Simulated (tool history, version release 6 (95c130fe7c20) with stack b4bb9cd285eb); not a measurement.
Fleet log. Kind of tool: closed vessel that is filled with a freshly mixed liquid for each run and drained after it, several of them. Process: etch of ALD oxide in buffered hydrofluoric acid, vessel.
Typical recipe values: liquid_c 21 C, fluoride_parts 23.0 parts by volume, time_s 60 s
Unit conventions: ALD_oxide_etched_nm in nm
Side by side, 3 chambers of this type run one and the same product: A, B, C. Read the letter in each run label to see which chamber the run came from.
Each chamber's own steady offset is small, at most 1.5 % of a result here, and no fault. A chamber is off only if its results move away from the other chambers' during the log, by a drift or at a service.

run,day,liquid_c,fluoride_parts,time_s,hours since the thermometer was replaced,hours since the hydrofluoric acid flow meter was replaced,"read-back film thickness of the ALD oxide reference wafer, read on the same gauge (nm)",ALD_oxide_etched_nm
1B,0.512,21,23.0,60,524.3,580.8,150.00,39.314
2A,0.767,21,23.0,60,1047.1,511.4,149.99,38.431
3C,1.296,21,23.0,60,938.5,662.1,150.01,38.133
4C,1.542,21,23.0,60,944.4,668.0,149.99,38.207
5B,1.871,21,19.5,30,556.9,613.4,149.99,22.000
6A,2.333,21,19.5,30,1084.7,549.0,149.99,21.743
7B,2.754,21,19.5,30,578.1,634.6,149.98,21.743
8A,2.992,21,23.0,60,1100.5,564.8,150.01,38.530
9C,3.312,21,23.0,35,986.9,710.5,149.99,21.948
10A,3.792,21,23.0,35,1119.7,584.0,150.00,22.381
# day 4.046: chamber B: thermometer replaced
# day 4.175: chamber A: hydrofluoric acid flow meter replaced
11B,4.238,21,23.0,35,4.7,670.2,150.00,22.687
12C,4.633,21,23.0,60,1018.6,742.2,149.99,38.206
13C,5.008,21,23.0,60,1027.6,751.2,150.00,37.979
# day 5.100: chamber B: hydrofluoric acid flow meter replaced
14B,5.292,17,18.5,60,30.0,4.7,150.01,36.603
15A,5.538,17,18.5,60,1161.6,32.8,149.98,36.762
16B,5.783,17,18.5,60,41.8,16.5,150.00,37.157
17C,6.212,21,23.0,60,1056.5,780.1,149.97,37.955
18A,6.725,21,23.0,60,1190.1,61.3,150.00,38.300
19A,6.983,21,23.0,60,1196.3,67.5,149.98,38.286
20C,7.304,21,23.0,60,1082.7,806.3,149.99,38.211
21B,7.683,21,23.0,60,87.4,62.1,149.99,38.525
22B,8.062,21,23.0,60,96.5,71.2,150.01,38.892
23A,8.421,21,23.0,60,1230.8,102.0,150.01,38.487
24C,8.746,21,23.0,60,1117.3,840.9,149.99,38.249
25C,9.012,21,23.0,60,1123.7,847.3,150.00,38.538
26B,9.433,21,23.0,60,129.4,104.1,150.00,38.541
27A,9.696,21,23.0,60,1261.4,132.6,149.98,37.972
28A,10.071,21,23.0,60,1270.4,141.6,150.00,38.345
29C,10.350,21,23.0,60,1155.8,879.4,150.00,39.038
30B,10.667,21,23.0,60,159.0,133.7,149.98,39.227
31B,10.900,21,23.0,60,164.6,139.3,149.97,38.386
32C,11.358,21,23.0,60,1180.0,903.6,149.99,39.115
33A,11.858,21,23.0,60,1313.3,184.5,150.01,38.257
34A,12.283,21,23.0,60,1323.5,194.7,150.02,38.712
35B,12.646,21,23.0,60,206.5,181.2,149.98,38.776
36C,13.167,21,23.0,60,1223.4,947.0,149.98,39.687
37A,13.638,21,23.0,60,1356.0,227.2,150.00,38.452
38C,13.908,21,23.0,60,1241.2,964.8,150.01,39.508

Is one chamber off against the others, does the gauge drift, or is nothing wrong? If a chamber is off, say which, and what the likeliest cause is.

Little by little, chamber C moves away from the other chambers.
Likeliest cause: hydrofluoric acid flow above the setpoint (%) = 6.49.
It could be hard to tell apart here from: liquid hotter than its thermometer reads (K).

Below are 4 candidate recipes for chamber C's next run, each the usual settings with a change, their results shown as question marks. Which of them brings C's results back in line with what the other chambers give on the usual settings?
Allowed miss from the other chambers' usual-settings mean, per result, to count as in line: ALD_oxide_etched_nm 0.800 nm
39C-1,14.292,20.5,24.5,60,,,,?
39C-2,14.292,21.0,24.0,60,,,,?
39C-3,14.292,21.5,21.5,60,,,,?
39C-4,14.292,21.0,22.0,60,,,,?

The mean the other chambers reach with the usual settings: ALD_oxide_etched_nm 38.573 nm
run,ALD_oxide_etched_nm
39C-1,37.010
39C-2,38.578
39C-3,42.734
39C-4,40.937
It is 39C-2 that realigns the chamber with its peers.

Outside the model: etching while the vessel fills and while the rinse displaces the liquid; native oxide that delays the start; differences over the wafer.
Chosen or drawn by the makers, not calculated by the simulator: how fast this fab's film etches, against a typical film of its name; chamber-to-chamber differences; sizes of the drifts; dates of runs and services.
